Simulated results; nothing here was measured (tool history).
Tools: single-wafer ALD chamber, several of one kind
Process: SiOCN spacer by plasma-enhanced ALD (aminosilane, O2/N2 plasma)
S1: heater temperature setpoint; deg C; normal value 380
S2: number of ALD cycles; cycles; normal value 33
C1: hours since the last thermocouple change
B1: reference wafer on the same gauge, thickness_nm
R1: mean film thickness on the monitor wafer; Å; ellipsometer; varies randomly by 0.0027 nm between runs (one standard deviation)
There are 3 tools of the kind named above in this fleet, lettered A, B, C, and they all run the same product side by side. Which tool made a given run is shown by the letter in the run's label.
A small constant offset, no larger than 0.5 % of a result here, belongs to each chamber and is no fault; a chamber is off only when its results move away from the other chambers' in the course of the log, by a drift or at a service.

run    day   S1  S2      C1      B1      R1
 1B  0.183  380  33  1835.7  1.6497  19.879
 2C  0.346  380  33   672.4  1.6493  19.875
 3A  0.504  380  33   583.2  1.6495  19.935
 4A  0.608  380  33   585.7  1.6485  19.883
 5B  0.783  380  33  1850.1  1.6489  19.843
 6C  0.988  390  36   687.8  1.6484  21.698
 7B  1.167  390  36  1859.3  1.6476  21.645
 8A  1.362  390  36   603.8  1.6478  21.735
 9C  1.546  380  33   701.2   1.647  19.844
10C  1.742  380  33   705.9  1.6463  19.888
11A  1.842  380  33   615.3  1.6459  19.887
12B   1.95  380  33  1878.1   1.646  19.835
13B  2.067  380  33  1880.9  1.6462  19.828
14C  2.271  380  33   718.6  1.6452  19.871
15A  2.392  380  33   628.5  1.6449  19.907
16C  2.579  380  33     726  1.6448   19.85
17B  2.679  380  33  1895.6  1.6448  19.847
18A  2.879  380  33   640.2   1.644  19.895
19A  3.083  380  33   645.1  1.6443  19.877
20C  3.204  380  33     741  1.6441  19.824
21B  3.354  380  33  1911.8  1.6437  19.801
22C  3.479  380  33   747.6  1.6433  19.762
23A  3.625  380  33   658.1  1.6433  19.859
24B  3.775  380  33  1921.9  1.6426  19.808
25B    3.9  380  30  1924.9  1.6426  17.974
26A  4.038  380  30     668  1.6427  18.018
27C  4.162  380  30     764  1.6424  17.986
28C  4.262  387  27   766.4  1.6424  16.211
29A  4.462  387  27   678.2  1.6414  16.245
30B   4.65  387  27  1942.9   1.641  16.197

Is one chamber off against the others, does the gauge drift, or is nothing wrong? If a chamber is off, say which, and what the likeliest cause is.

The gauge drifts, so all chambers seem to drift together. No chamber is off.
Likeliest cause: gauge reads low (%) = 0.56.

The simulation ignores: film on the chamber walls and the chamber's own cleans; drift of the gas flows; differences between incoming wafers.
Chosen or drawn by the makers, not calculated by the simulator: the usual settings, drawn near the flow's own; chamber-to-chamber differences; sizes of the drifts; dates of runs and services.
